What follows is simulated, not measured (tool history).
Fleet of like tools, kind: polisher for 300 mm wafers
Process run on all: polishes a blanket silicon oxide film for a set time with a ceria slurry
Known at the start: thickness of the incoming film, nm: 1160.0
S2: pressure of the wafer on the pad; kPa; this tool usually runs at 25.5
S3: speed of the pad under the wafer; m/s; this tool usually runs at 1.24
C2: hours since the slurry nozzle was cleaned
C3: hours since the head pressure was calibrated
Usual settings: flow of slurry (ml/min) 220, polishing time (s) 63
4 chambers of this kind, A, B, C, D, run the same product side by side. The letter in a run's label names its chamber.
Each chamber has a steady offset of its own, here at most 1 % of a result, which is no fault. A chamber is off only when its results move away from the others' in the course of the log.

Run 1D, day 0.262: usual settings; wafers polished on this pad 332; C2 77.8; C3 94.1. Result: film removed (nm) 387.89.
Run 2B, day 0.558: usual settings; wafers polished on this pad 306; C2 134; C3 548.5. Result: film removed (nm) 399.55.
Run 3A, day 0.938: usual settings; wafers polished on this pad 477; C2 27.3; C3 269.7. Result: film removed (nm) 399.72.
Run 4C, day 1.292: usual settings; wafers polished on this pad 798; C2 647.1; C3 459.5. Result: film removed (nm) 396.9.
Run 5A, day 1.529: usual settings; wafers polished on this pad 604; C2 41.5; C3 283.9. Result: film removed (nm) 396.74.
At day 1.542: chamber C: worn pad replaced by a new one.
At day 1.771: chamber B: worn pad replaced by a new one.
Run 6B, day 1.938: usual settings; wafers polished on this pad 36; C2 167.1; C3 581.6. Result: film removed (nm) 396.78.
Run 7D, day 2.271: usual settings; wafers polished on this pad 762; C2 126; C3 142.3. Result: film removed (nm) 390.74.
Run 8C, day 2.679: usual settings; wafers polished on this pad 244; C2 680.4; C3 492.8. Result: film removed (nm) 393.77.
Run 9B, day 2.954: usual settings but flow of slurry (ml/min) 275, S2 29.6 kPa; wafers polished on this pad 254; C2 191.5; C3 606. Result: film removed (nm) 471.53.
Run 10C, day 3.25: usual settings but flow of slurry (ml/min) 275, S2 29.6 kPa; wafers polished on this pad 366; C2 694.1; C3 506.5. Result: film removed (nm) 470.78.
Run 11D, day 3.662: usual settings but flow of slurry (ml/min) 275, S2 29.6 kPa; wafers polished on this pad 1061; C2 159.4; C3 175.7. Result: film removed (nm) 462.82.
At day 3.829: chamber D: worn pad replaced by a new one.
Run 12A, day 4.071: usual settings but flow of slurry (ml/min) 275, S2 29.6 kPa; wafers polished on this pad 1149; C2 102.5; C3 344.9. Result: film removed (nm) 468.32.
Run 13B, day 4.288: usual settings; wafers polished on this pad 539; C2 223.5; C3 638. Result: film removed (nm) 397.49.
At day 4.392: chamber C: slurry nozzle cleaned.
Run 14D, day 4.662: usual settings; wafers polished on this pad 179; C2 183.4; C3 199.7. Result: film removed (nm) 393.76.
At day 4.767: chamber B: worn pad replaced by a new one.
Run 15C, day 4.971: usual settings; wafers polished on this pad 735; C2 14; C3 547.8. Result: film removed (nm) 401.3.
Run 16A, day 5.204: usual settings; wafers polished on this pad 1392; C2 129.7; C3 372.1. Result: film removed (nm) 396.45.
At day 5.471: chamber C: worn pad replaced by a new one.
Run 17B, day 5.646: usual settings; wafers polished on this pad 189; C2 256.1; C3 670.6. Result: film removed (nm) 389.15.
Run 18D, day 6.079: usual settings; wafers polished on this pad 483; C2 217.4; C3 233.7. Result: film removed (nm) 396.02.
Run 19A, day 6.483: usual settings; wafers polished on this pad 1666; C2 160.4; C3 402.8. Result: film removed (nm) 384.39.
Run 20C, day 6.7: usual settings; wafers polished on this pad 264; C2 55.5; C3 589.3. Result: film removed (nm) 396.74.
Run 21A, day 7.008: usual settings; wafers polished on this pad 1779; C2 173; C3 415.4. Result: film removed (nm) 386.03.
Run 22D, day 7.254: usual settings but S3 1.38 m/s; wafers polished on this pad 735; C2 245.6; C3 261.9. Result: film removed (nm) 437.14.
Run 23C, day 7.608: usual settings but S3 1.38 m/s; wafers polished on this pad 459; C2 77.3; C3 611.1. Result: film removed (nm) 439.46.
At day 7.954: chamber B: worn pad replaced by a new one.
Run 24B, day 8.004: usual settings but S3 1.38 m/s; wafers polished on this pad 11; C2 312.7; C3 727.2. Result: film removed (nm) 438.71.
Run 25C, day 8.358: usual settings but S3 1.38 m/s; wafers polished on this pad 620; C2 95.3; C3 629.1. Result: film removed (nm) 439.35.
Run 26D, day 8.6: usual settings; wafers polished on this pad 1023; C2 277.9; C3 294.2. Result: film removed (nm) 392.71.
Run 27B, day 8.825: usual settings but flow of slurry (ml/min) 145; wafers polished on this pad 187; C2 332.4; C3 746.9. Result: film removed (nm) 371.35.
Run 28A, day 9.233: usual settings but flow of slurry (ml/min) 145; wafers polished on this pad 2256; C2 226.4; C3 468.8. Result: film removed (nm) 351.76.

All chambers now run identical settings, listed one chamber a line with results as question marks. What results will each chamber show?
Run 29A, day 9.558: usual settings. Result: film removed (nm) ?.
Run 29B, day 9.558: usual settings. Result: film removed (nm) ?.
Run 29C, day 9.558: usual settings. Result: film removed (nm) ?.
Run 29D, day 9.558: usual settings. Result: film removed (nm) ?.

run  film removed (nm)
29A              374.2
29B             395.44
29C             389.41
29D             391.77
